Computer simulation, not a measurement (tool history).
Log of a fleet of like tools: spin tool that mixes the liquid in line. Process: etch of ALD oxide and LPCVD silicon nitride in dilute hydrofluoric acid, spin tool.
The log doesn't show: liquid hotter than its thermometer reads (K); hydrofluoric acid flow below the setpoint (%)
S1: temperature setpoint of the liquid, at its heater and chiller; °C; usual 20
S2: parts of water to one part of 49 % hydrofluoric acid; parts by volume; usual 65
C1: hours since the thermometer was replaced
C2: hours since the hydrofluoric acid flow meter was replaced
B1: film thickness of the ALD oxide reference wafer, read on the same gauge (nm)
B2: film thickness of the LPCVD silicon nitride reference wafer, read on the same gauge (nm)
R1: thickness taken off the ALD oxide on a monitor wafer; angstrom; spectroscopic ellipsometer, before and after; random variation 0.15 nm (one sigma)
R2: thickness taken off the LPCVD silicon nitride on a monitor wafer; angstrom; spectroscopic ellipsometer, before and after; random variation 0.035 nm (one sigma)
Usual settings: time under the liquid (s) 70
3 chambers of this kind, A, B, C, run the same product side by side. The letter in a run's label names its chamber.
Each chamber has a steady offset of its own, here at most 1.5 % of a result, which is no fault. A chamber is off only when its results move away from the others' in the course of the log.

run 1A hour=4 | S1=20 S2=65 time_under_the_liquid_(s)=70 | C1=108.3 C2=1214.3 | B1=139.98 B2=79.995 | R1=153.34 R2=4.5914
run 2C hour=7.3 | S1=20 S2=65 time_under_the_liquid_(s)=70 | C1=843 C2=323.4 | B1=139.95 B2=79.991 | R1=151.15 R2=4.9656
run 3B hour=11.4 | S1=20 S2=65 time_under_the_liquid_(s)=70 | C1=322.8 C2=1990.2 | B1=140.01 B2=79.997 | R1=150.8 R2=4.7024
run 4B hour=15.8 | S1=20 S2=65 time_under_the_liquid_(s)=70 | C1=327.2 C2=1994.6 | B1=140 B2=80.009 | R1=152.35 R2=4.0424
run 5C hour=20.7 | S1=20 S2=65 time_under_the_liquid_(s)=70 | C1=856.4 C2=336.8 | B1=139.98 B2=80.032 | R1=152.71 R2=4.579
run 6A hour=25.8 | S1=20 S2=65 time_under_the_liquid_(s)=70 | C1=130.1 C2=1236.1 | B1=140 B2=80.013 | R1=151.21 R2=4.4644
run 7C hour=30.1 | S1=20 S2=65 time_under_the_liquid_(s)=70 | C1=865.8 C2=346.2 | B1=139.94 B2=80.007 | R1=153.11 R2=3.995
run 8A hour=35.4 | S1=20 S2=65 time_under_the_liquid_(s)=70 | C1=139.7 C2=1245.7 | B1=139.94 B2=79.973 | R1=152.59 R2=4.2278
-- hour=37.4 chamber C: thermometer replaced
run 9B hour=40.9 | S1=20 S2=65 time_under_the_liquid_(s)=70 | C1=352.3 C2=2019.7 | B1=140.03 B2=80.017 | R1=150.23 R2=4.125
run 10A hour=45.8 | S1=20 S2=65 time_under_the_liquid_(s)=70 | C1=150.1 C2=1256.1 | B1=140.01 B2=80.007 | R1=150.38 R2=4.711
run 11C hour=51.1 | S1=20 S2=65 time_under_the_liquid_(s)=70 | C1=13.8 C2=367.2 | B1=139.96 B2=80.004 | R1=153.64 R2=4.1305
run 12B hour=56.8 | S1=20 S2=65 time_under_the_liquid_(s)=70 | C1=368.2 C2=2035.6 | B1=140 B2=79.985 | R1=151.13 R2=4.6271
run 13C hour=61.7 | S1=20 S2=65 time_under_the_liquid_(s)=70 | C1=24.4 C2=377.8 | B1=140 B2=79.989 | R1=151.52 R2=4.2646
run 14B hour=66.7 | S1=20 S2=65 time_under_the_liquid_(s)=70 | C1=378.1 C2=2045.5 | B1=140.05 B2=79.997 | R1=148.64 R2=5.1164
run 15A hour=70.7 | S1=20 S2=65 time_under_the_liquid_(s)=70 | C1=175 C2=1281 | B1=140 B2=79.993 | R1=150.94 R2=4.4248
run 16A hour=74.3 | S1=20 S2=55 time_under_the_liquid_(s)=70 | C1=178.6 C2=1284.6 | B1=139.97 B2=80.006 | R1=180.56 R2=5.671
run 17B hour=78.8 | S1=20 S2=55 time_under_the_liquid_(s)=70 | C1=390.2 C2=2057.6 | B1=140.01 B2=80.007 | R1=179.58 R2=5.1661
run 18C hour=83.4 | S1=20 S2=55 time_under_the_liquid_(s)=70 | C1=46.1 C2=399.5 | B1=139.94 B2=80.006 | R1=178.6 R2=3.9691
run 19C hour=87.9 | S1=20 S2=65 time_under_the_liquid_(s)=70 | C1=50.6 C2=404 | B1=140.04 B2=79.995 | R1=146.37 R2=4.5711
run 20A hour=93.1 | S1=20 S2=65 time_under_the_liquid_(s)=70 | C1=197.4 C2=1303.4 | B1=140.03 B2=80.01 | R1=152.13 R2=4.0142
run 21B hour=98.7 | S1=20 S2=65 time_under_the_liquid_(s)=70 | C1=410.1 C2=2077.5 | B1=139.98 B2=79.998 | R1=151.18 R2=4.3037
-- hour=100.3 chamber B: hydrofluoric acid flow meter replaced
run 22B hour=103.1 | S1=20 S2=65 time_under_the_liquid_(s)=70 | C1=414.5 C2=2.8 | B1=140.06 B2=80.002 | R1=153.14 R2=3.9199
run 23C hour=108.4 | S1=20 S2=65 time_under_the_liquid_(s)=70 | C1=71.1 C2=424.5 | B1=140.03 B2=80.013 | R1=145.65 R2=4.9361
run 24A hour=111.5 | S1=20 S2=65 time_under_the_liquid_(s)=70 | C1=215.8 C2=1321.8 | B1=139.95 B2=80.012 | R1=154.73 R2=4.3593
run 25A hour=115.7 | S1=20 S2=65 time_under_the_liquid_(s)=70 | C1=220 C2=1326 | B1=140.03 B2=80.018 | R1=152.91 R2=4.1584
run 26C hour=119.4 | S1=20 S2=65 time_under_the_liquid_(s)=70 | C1=82.1 C2=435.5 | B1=140.02 B2=80.02 | R1=147.51 R2=4.6094
run 27B hour=122.7 | S1=20 S2=65 time_under_the_liquid_(s)=70 | C1=434.1 C2=22.4 | B1=140.01 B2=79.982 | R1=149.02 R2=4.087
run 28C hour=127.3 | S1=20 S2=65 time_under_the_liquid_(s)=105 | C1=90 C2=443.4 | B1=140.03 B2=79.983 | R1=216.23 R2=5.5538
run 29B hour=130.7 | S1=20 S2=65 time_under_the_liquid_(s)=105 | C1=442.1 C2=30.4 | B1=140 B2=79.988 | R1=224.82 R2=6.2507
run 30A hour=135.7 | S1=20 S2=65 time_under_the_liquid_(s)=105 | C1=240 C2=1346 | B1=139.99 B2=79.996 | R1=227.8 R2=6.371
run 31C hour=140.9 | S1=17 S2=65 time_under_the_liquid_(s)=95 | C1=103.6 C2=457 | B1=140.03 B2=79.994 | R1=166.17 R2=4.0725
run 32B hour=143.6 | S1=17 S2=65 time_under_the_liquid_(s)=95 | C1=455 C2=43.3 | B1=139.95 B2=79.997 | R1=181.21 R2=4.9913
run 33A hour=148.4 | S1=17 S2=65 time_under_the_liquid_(s)=95 | C1=252.7 C2=1358.7 | B1=139.96 B2=79.998 | R1=182.69 R2=4.3678
run 34B hour=153.2 | S1=20 S2=65 time_under_the_liquid_(s)=70 | C1=464.6 C2=52.9 | B1=140.07 B2=79.987 | R1=151.43 R2=4.4735

Next, every chamber runs the same settings. What will each give?
run 35A hour=157.5 | S1=20 S2=75 time_under_the_liquid_(s)=70 | R1=? R2=?
run 35B hour=157.5 | S1=20 S2=75 time_under_the_liquid_(s)=70 | R1=? R2=?
run 35C hour=157.5 | S1=20 S2=75 time_under_the_liquid_(s)=70 | R1=? R2=?

run=35A R1=129.81 R2=3.7062
run=35B R1=125.37 R2=3.9644
run=35C R1=118.46 R2=3.3225
